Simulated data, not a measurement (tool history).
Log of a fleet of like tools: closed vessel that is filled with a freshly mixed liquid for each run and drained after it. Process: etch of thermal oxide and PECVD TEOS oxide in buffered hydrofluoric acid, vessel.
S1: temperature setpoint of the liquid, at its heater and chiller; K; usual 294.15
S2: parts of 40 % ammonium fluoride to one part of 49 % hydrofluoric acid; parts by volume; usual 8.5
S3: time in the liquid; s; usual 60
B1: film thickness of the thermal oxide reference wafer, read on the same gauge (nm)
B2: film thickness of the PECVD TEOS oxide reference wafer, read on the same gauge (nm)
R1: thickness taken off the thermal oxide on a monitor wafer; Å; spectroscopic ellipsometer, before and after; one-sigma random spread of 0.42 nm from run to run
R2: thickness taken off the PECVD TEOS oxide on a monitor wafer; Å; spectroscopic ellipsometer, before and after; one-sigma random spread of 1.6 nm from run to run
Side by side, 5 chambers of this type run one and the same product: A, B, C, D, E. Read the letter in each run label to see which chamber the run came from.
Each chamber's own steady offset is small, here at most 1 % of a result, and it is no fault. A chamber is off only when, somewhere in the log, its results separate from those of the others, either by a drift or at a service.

| run | day | S1 | S2 | S3 | B1 | B2 | R1 | R2 |
|---|---|---|---|---|---|---|---|---|
| 1C | 0.304 | 294.15 | 8.5 | 60 | 89.972 | 69.988 | 648.01 | 1722.9 |
| 2B | 0.529 | 294.15 | 8.5 | 60 | 89.983 | 69.992 | 637.44 | 1743.5 |
| 3A | 0.742 | 294.15 | 8.5 | 60 | 89.995 | 70.002 | 639.16 | 1736.3 |
| 4E | 0.883 | 294.15 | 8.5 | 60 | 90.032 | 69.989 | 637.83 | 1693.6 |
| 5D | 1.162 | 294.15 | 8.5 | 60 | 89.979 | 70.016 | 641.54 | 1744.3 |
| 6D | 1.312 | 294.15 | 8.5 | 60 | 90.048 | 70.001 | 640.89 | 1724.3 |
| 7B | 1.579 | 294.15 | 8.5 | 60 | 89.962 | 69.992 | 637.07 | 1759.4 |
| 8A | 1.829 | 294.15 | 8.5 | 60 | 89.999 | 69.976 | 638.49 | 1730.6 |
| 9E | 1.992 | 294.15 | 8.5 | 60 | 90.035 | 70.019 | 643.25 | 1710.2 |
| 10C | 2.233 | 294.15 | 8.5 | 60 | 90.001 | 69.949 | 640.97 | 1722.3 |
| 11B | 2.438 | 294.15 | 8.5 | 60 | 89.99 | 70.026 | 637.88 | 1741.7 |
| 12C | 2.675 | 294.15 | 8.5 | 60 | 90.05 | 70.008 | 644.9 | 1726.8 |
| 13E | 2.858 | 294.15 | 7 | 60 | 90.01 | 70.002 | 786.03 | 2130.7 |
| 14D | 3.129 | 294.15 | 7 | 60 | 89.971 | 70.01 | 803.82 | 2150.6 |
| 15A | 3.312 | 294.15 | 7 | 60 | 90.012 | 70.006 | 786.14 | 2131 |
| 16C | 3.483 | 294.15 | 7 | 60 | 90.016 | 69.991 | 788.02 | 2124.4 |
| 17D | 3.796 | 294.15 | 7 | 60 | 90.023 | 70.027 | 785.65 | 2110.1 |
| 18E | 3.954 | 294.15 | 8.5 | 60 | 90.015 | 70.02 | 633.43 | 1746.7 |
| 19A | 4.204 | 294.15 | 8.5 | 60 | 89.985 | 70.001 | 637.19 | 1699.7 |
| 20B | 4.429 | 294.15 | 8.5 | 60 | 89.998 | 70.015 | 638.41 | 1751.2 |
| 21B | 4.629 | 294.15 | 8.5 | 60 | 89.986 | 69.986 | 638.44 | 1761.3 |
| 22E | 4.771 | 294.15 | 8.5 | 60 | 90.046 | 70.02 | 638.17 | 1713.9 |
| 23A | 4.925 | 298.15 | 8.5 | 75 | 89.991 | 70.015 | 978.56 | 2671.5 |
| 24C | 5.188 | 298.15 | 8.5 | 75 | 89.99 | 70.03 | 988.14 | 2716.2 |
| 25D | 5.479 | 298.15 | 8.5 | 75 | 90.035 | 70.006 | 1012.2 | 2692.7 |
| 26E | 5.679 | 298.15 | 8.5 | 75 | 89.991 | 70.018 | 992.91 | 2651.9 |
| 27A | 5.942 | 298.15 | 8.5 | 75 | 89.983 | 69.988 | 978.72 | 2733.8 |
| 28C | 6.108 | 294.15 | 8.5 | 60 | 90.017 | 70.009 | 644.07 | 1744 |
| 29D | 6.304 | 292.15 | 12 | 60 | 89.948 | 70.009 | 416.78 | 1133.6 |
| 30B | 6.5 | 292.15 | 12 | 60 | 90.011 | 70.042 | 416.85 | 1150.4 |
| 31D | 6.812 | 292.15 | 12 | 60 | 90.026 | 69.996 | 423.17 | 1122.3 |
| 32B | 7.125 | 292.15 | 12 | 60 | 89.998 | 69.993 | 421.44 | 1160.6 |
| 33A | 7.329 | 292.15 | 12 | 60 | 89.948 | 69.977 | 418.74 | 1135.5 |
| 34C | 7.538 | 297.15 | 8.5 | 70 | 90.003 | 69.996 | 887.61 | 2348.7 |
|  | 7.658 | chamber B: hydrofluoric acid flow meter replaced |
| 35E | 7.808 | 297.15 | 8.5 | 70 | 89.968 | 70.017 | 880.12 | 2383.9 |
| 36B | 8.125 | 297.15 | 8.5 | 70 | 89.993 | 69.982 | 877.67 | 2406.3 |
| 37A | 8.408 | 297.15 | 8.5 | 70 | 90 | 69.949 | 864.7 | 2354.9 |
| 38E | 8.654 | 297.15 | 8.5 | 70 | 89.977 | 70.008 | 872.55 | 2351 |
| 39D | 8.933 | 294.15 | 8.5 | 60 | 89.991 | 69.966 | 638.34 | 1725.7 |
| 40C | 9.233 | 294.15 | 8.5 | 60 | 90.007 | 69.982 | 642.92 | 1718.8 |
| 41D | 9.496 | 294.15 | 8.5 | 90 | 90.055 | 69.966 | 966.61 | 2619.5 |

The same settings go to every chamber for the next run, one line per chamber below. Forecast the results for each:
| 42A | 9.721 | 297.15 | 8.5 | 60 |  |  | ? | ? |
| 42B | 9.721 | 297.15 | 8.5 | 60 |  |  | ? | ? |
| 42C | 9.721 | 297.15 | 8.5 | 60 |  |  | ? | ? |
| 42D | 9.721 | 297.15 | 8.5 | 60 |  |  | ? | ? |
| 42E | 9.721 | 297.15 | 8.5 | 60 |  |  | ? | ? |

| run | R1 | R2 |
|---|---|---|
| 42A | 741.53 | 2011.4 |
| 42B | 747.33 | 2061.7 |
| 42C | 759.02 | 2061.5 |
| 42D | 758.56 | 2042.6 |
| 42E | 750.54 | 2049.7 |
